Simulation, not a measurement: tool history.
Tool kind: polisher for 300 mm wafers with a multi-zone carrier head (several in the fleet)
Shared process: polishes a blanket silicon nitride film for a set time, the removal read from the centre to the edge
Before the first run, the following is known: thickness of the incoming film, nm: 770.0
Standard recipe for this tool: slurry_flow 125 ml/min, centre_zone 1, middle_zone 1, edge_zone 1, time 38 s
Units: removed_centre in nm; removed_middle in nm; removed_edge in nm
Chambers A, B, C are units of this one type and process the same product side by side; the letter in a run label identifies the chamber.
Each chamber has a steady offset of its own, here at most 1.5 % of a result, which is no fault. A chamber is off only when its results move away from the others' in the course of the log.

run 1A hour=10.2 | slurry_flow=125 centre_zone=1 middle_zone=1 edge_zone=1 time=38 | removed_centre=52.25 removed_middle=51.955 removed_edge=52.154
run 2C hour=25.8 | slurry_flow=125 centre_zone=1 middle_zone=1 edge_zone=1 time=38 | removed_centre=51.138 removed_middle=52.344 removed_edge=51.785
-- hour=26.4 chamber B: centre zone pressure recalibrated
-- hour=32 chamber B: worn pad replaced by a new one
run 3B hour=37.6 | slurry_flow=125 centre_zone=1 middle_zone=1 edge_zone=1 time=38 | removed_centre=52.829 removed_middle=52.74 removed_edge=51.141
-- hour=48.9 chamber A: worn pad replaced by a new one
run 4B hour=49.6 | slurry_flow=125 centre_zone=1 middle_zone=1 edge_zone=1 time=38 | removed_centre=52.841 removed_middle=52.213 removed_edge=52.354
-- hour=56.5 chamber C: worn pad replaced by a new one
run 5C hour=63.5 | slurry_flow=125 centre_zone=1 middle_zone=1 edge_zone=1 time=38 | removed_centre=53.01 removed_middle=51.707 removed_edge=50.597
run 6A hour=74.5 | slurry_flow=170 centre_zone=0.91 middle_zone=1 edge_zone=1 time=38 | removed_centre=50.272 removed_middle=55.388 removed_edge=54.419
run 7A hour=86.6 | slurry_flow=170 centre_zone=0.91 middle_zone=1 edge_zone=1 time=38 | removed_centre=50.79 removed_middle=55.134 removed_edge=54.757
run 8C hour=96.9 | slurry_flow=170 centre_zone=0.91 middle_zone=1 edge_zone=1 time=38 | removed_centre=51.156 removed_middle=55.403 removed_edge=53.812
-- hour=105.9 chamber B: worn pad replaced by a new one
run 9B hour=112.3 | slurry_flow=125 centre_zone=1 middle_zone=1 edge_zone=1 time=38 | removed_centre=53.659 removed_middle=52.629 removed_edge=51.953
-- hour=113.8 chamber A: worn pad replaced by a new one
run 10C hour=121 | slurry_flow=125 centre_zone=1 middle_zone=1 edge_zone=1 time=38 | removed_centre=52.847 removed_middle=52.192 removed_edge=50.715
-- hour=127.8 chamber C: worn pad replaced by a new one
run 11B hour=132.6 | slurry_flow=125 centre_zone=1 middle_zone=1 edge_zone=1 time=38 | removed_centre=51.864 removed_middle=52.525 removed_edge=51.242
run 12A hour=142.7 | slurry_flow=125 centre_zone=1 middle_zone=1 edge_zone=1 time=38 | removed_centre=51.707 removed_middle=52.744 removed_edge=52.557
-- hour=144.5 chamber A: slurry nozzle cleaned
run 13B hour=151.9 | slurry_flow=125 centre_zone=1 middle_zone=1 edge_zone=1 time=38 | removed_centre=52.294 removed_middle=52.736 removed_edge=52.014
run 14A hour=160.5 | slurry_flow=125 centre_zone=1 middle_zone=1 edge_zone=1 time=38 | removed_centre=51.863 removed_middle=52.126 removed_edge=52.292
run 15C hour=167.9 | slurry_flow=125 centre_zone=1 middle_zone=1 edge_zone=1 time=38 | removed_centre=53.154 removed_middle=51.928 removed_edge=51.865
run 16A hour=175.3 | slurry_flow=125 centre_zone=1 middle_zone=1 edge_zone=1 time=38 | removed_centre=52.55 removed_middle=52.004 removed_edge=52.201
-- hour=181.9 chamber A: worn pad replaced by a new one
-- hour=183.2 chamber B: worn pad replaced by a new one
run 17C hour=186.4 | slurry_flow=125 centre_zone=1 middle_zone=1 edge_zone=1 time=38 | removed_centre=51.897 removed_middle=53.043 removed_edge=50.655
run 18B hour=193.7 | slurry_flow=125 centre_zone=1 middle_zone=1 edge_zone=1 time=38 | removed_centre=52.496 removed_middle=52.649 removed_edge=52.397
run 19B hour=202.3 | slurry_flow=125 centre_zone=1 middle_zone=1 edge_zone=1 time=38 | removed_centre=51.99 removed_middle=52.814 removed_edge=51.701
-- hour=205.6 chamber C: edge zone pressure recalibrated
-- hour=212.9 chamber A: edge zone pressure recalibrated
-- hour=214.1 chamber C: worn pad replaced by a new one
run 20C hour=216.5 | slurry_flow=125 centre_zone=1 middle_zone=1 edge_zone=1 time=38 | removed_centre=50.999 removed_middle=52.017 removed_edge=51.254
run 21A hour=227.7 | slurry_flow=125 centre_zone=1 middle_zone=1 edge_zone=1 time=38 | removed_centre=52.102 removed_middle=52.54 removed_edge=52.807
run 22C hour=242.5 | slurry_flow=125 centre_zone=1 middle_zone=1 edge_zone=1 time=38 | removed_centre=53.096 removed_middle=52.555 removed_edge=51.085
run 23A hour=257.6 | slurry_flow=125 centre_zone=1 middle_zone=1 edge_zone=1 time=38 | removed_centre=51.631 removed_middle=52.057 removed_edge=52.314
-- hour=266.7 chamber A: worn pad replaced by a new one
-- hour=268.2 chamber C: slurry nozzle cleaned
-- hour=268.8 chamber B: worn pad replaced by a new one
run 24B hour=273.1 | slurry_flow=125 centre_zone=1.04 middle_zone=1 edge_zone=1 time=38 | removed_centre=54.368 removed_middle=52.685 removed_edge=51.953
run 25B hour=283.2 | slurry_flow=125 centre_zone=1.04 middle_zone=1 edge_zone=1 time=38 | removed_centre=55.323 removed_middle=52.936 removed_edge=51.42
run 26C hour=293 | slurry_flow=125 centre_zone=1.04 middle_zone=1 edge_zone=1 time=38 | removed_centre=53.219 removed_middle=52.523 removed_edge=51.448
-- hour=296.3 chamber C: worn pad replaced by a new one
run 27A hour=307.3 | slurry_flow=125 centre_zone=1 middle_zone=1 edge_zone=1 time=38 | removed_centre=53.006 removed_middle=52.448 removed_edge=53.716
run 28B hour=321.6 | slurry_flow=125 centre_zone=1 middle_zone=1 edge_zone=1 time=38 | removed_centre=52.272 removed_middle=52.042 removed_edge=52.038
run 29A hour=331.4 | slurry_flow=125 centre_zone=1 middle_zone=1 edge_zone=1 time=38 | removed_centre=52.462 removed_middle=52.202 removed_edge=52.792
run 30C hour=339.8 | slurry_flow=125 centre_zone=1 middle_zone=1 edge_zone=1 time=38 | removed_centre=52.541 removed_middle=52.544 removed_edge=52.021
-- hour=344.9 chamber B: worn pad replaced by a new one
-- hour=347.1 chamber A: worn pad replaced by a new one
run 31B hour=351.1 | slurry_flow=125 centre_zone=1 middle_zone=1 edge_zone=1 time=38 | removed_centre=52.784 removed_middle=51.998 removed_edge=51.836
run 32A hour=366.1 | slurry_flow=125 centre_zone=1 middle_zone=1 edge_zone=1 time=38 | removed_centre=52.513 removed_middle=52.435 removed_edge=52.434
-- hour=372.3 chamber C: worn pad replaced by a new one
run 33C hour=379 | slurry_flow=125 centre_zone=1 middle_zone=1 edge_zone=1 time=38 | removed_centre=52.135 removed_middle=52.492 removed_edge=51.416

Read the log: is a single chamber off, either drifting away or since a service, is the gauge that measures every chamber drifting, or is nothing wrong beyond small per-chamber offsets? Name any odd chamber and what most likely caused it.

No chamber stands off beyond its own small offset, and the gauge holds steady.

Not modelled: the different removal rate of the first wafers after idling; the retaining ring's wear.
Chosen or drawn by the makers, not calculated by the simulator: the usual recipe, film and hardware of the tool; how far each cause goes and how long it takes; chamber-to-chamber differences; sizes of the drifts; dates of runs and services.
